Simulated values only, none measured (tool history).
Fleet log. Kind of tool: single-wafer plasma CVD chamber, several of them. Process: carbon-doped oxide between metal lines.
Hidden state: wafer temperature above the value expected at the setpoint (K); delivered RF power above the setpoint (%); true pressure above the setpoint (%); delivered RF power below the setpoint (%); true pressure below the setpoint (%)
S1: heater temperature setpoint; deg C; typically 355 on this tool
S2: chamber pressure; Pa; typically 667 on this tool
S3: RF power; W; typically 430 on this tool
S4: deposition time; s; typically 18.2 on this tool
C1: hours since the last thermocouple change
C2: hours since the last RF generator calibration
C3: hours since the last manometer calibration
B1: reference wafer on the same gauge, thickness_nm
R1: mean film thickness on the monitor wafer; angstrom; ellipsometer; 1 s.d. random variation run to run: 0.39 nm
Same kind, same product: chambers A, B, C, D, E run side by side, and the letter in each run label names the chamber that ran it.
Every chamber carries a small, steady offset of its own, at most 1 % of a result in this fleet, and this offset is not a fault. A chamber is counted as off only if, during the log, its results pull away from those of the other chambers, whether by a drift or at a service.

run	hour	S1	S2	S3	S4	C1	C2	C3	B1	R1
1B	10	355	667	430	18.2	1243.5	339.1	362.7	87.086	825.26
2D	15.9	355	667	430	18.2	2184.1	282.7	256.6	87.216	836.17
3C	25.4	355	667	430	18.2	1582.2	1112.5	628.8	87.145	834.27
4E	31.1	355	667	430	18.2	1305.2	999.7	1773.2	87.195	838.64
5A	40.1	355	667	430	18.2	699.4	437.8	1176.7	87.238	833.54
6A	48.7	355	761	430	18.2	708	446.4	1185.3	87.149	852.24
7B	55.8	355	761	430	18.2	1289.3	384.9	408.5	87.12	843.3
8C	66.1	355	761	430	18.2	1622.9	1153.2	669.5	87.184	841.84
9D	73.3	355	761	430	18.2	2241.5	340.1	314	87.267	837.91
10E	85	355	761	430	18.2	1359.1	1053.6	1827.1	87.132	857.01
11C	96.9	355	667	430	18.2	1653.7	1184	700.3	87.153	824.92
12E	108.1	355	667	430	18.2	1382.2	1076.7	1850.2	87.236	835.63
13B	117.8	355	667	430	18.2	1351.3	446.9	470.5	87.23	829.2
14A	127	355	667	430	18.2	786.3	524.7	1263.6	87.179	839.02
15D	133.8	355	667	430	18.2	2302	400.6	374.5	87.215	813.66
16C	139.6	355	667	430	16.3	1696.4	1226.7	743	87.13	749.97
17B	144.9	355	667	430	16.3	1378.4	474	497.6	87.204	741.76
18A	150.9	355	667	430	16.3	810.2	548.6	1287.5	87.087	754.93
19D	162.3	355	667	430	16.3	2330.5	429.1	403	87.286	732.59
20E	173.7	355	667	430	16.3	1447.8	1142.3	1915.8	87.217	756.34
21B	184.3	355	667	430	18.2	1417.8	513.4	537	87.144	832.39
22A	193.8	355	667	430	18.2	853.1	591.5	1330.4	87.268	837.1
23E	201.4	355	667	430	18.2	1475.5	1170	1943.5	87.184	836.23
24D	212.7	342	667	430	18.2	2380.9	479.5	453.4	87.209	839.59
# hour 214.4: chamber B: thermocouple changed; heater temperature recalibrated
25C	218.8	342	667	430	18.2	1775.6	1305.9	822.2	87.147	860.68
26D	224.6	342	667	430	18.2	2392.8	491.4	465.3	87.149	839.25
27A	234.6	342	667	430	18.2	893.9	632.3	1371.2	87.095	872.68
28E	243.6	342	667	430	18.2	1517.7	1212.2	1985.7	87.104	873.9
29B	249.4	355	667	430	18.2	35.1	578.5	602.1	87.191	828.72
30C	255.2	355	667	430	18.2	1812	1342.3	858.6	87.199	831.15
# hour 265.1: chamber C: thermocouple changed; heater temperature recalibrated
31B	265.3	355	539	460	18.2	51	594.4	618	87.215	850.27
32C	276.7	355	539	460	18.2	11.6	1363.8	880.1	87.262	850.37
33D	286	355	539	460	18.2	2454.2	552.8	526.7	87.128	813.95
34E	294.7	355	539	460	18.2	1568.8	1263.3	2036.8	87.181	856.18
35A	302.7	355	539	460	18.2	962	700.4	1439.3	87.138	855.23
36D	310.8	355	597	470	18.2	2479	577.6	551.5	87.179	837.36
37E	317.3	355	597	470	18.2	1591.4	1285.9	2059.4	87.174	877.99

Each of the 5 chambers runs these same settings next. Fill in every chamber's results:
38A	325.7	355	667	430	18.2					?
38B	325.7	355	667	430	18.2					?
38C	325.7	355	667	430	18.2					?
38D	325.7	355	667	430	18.2					?
38E	325.7	355	667	430	18.2					?

run	R1
38A	833.43
38B	829.71
38C	832.42
38D	790.84
38E	835.91

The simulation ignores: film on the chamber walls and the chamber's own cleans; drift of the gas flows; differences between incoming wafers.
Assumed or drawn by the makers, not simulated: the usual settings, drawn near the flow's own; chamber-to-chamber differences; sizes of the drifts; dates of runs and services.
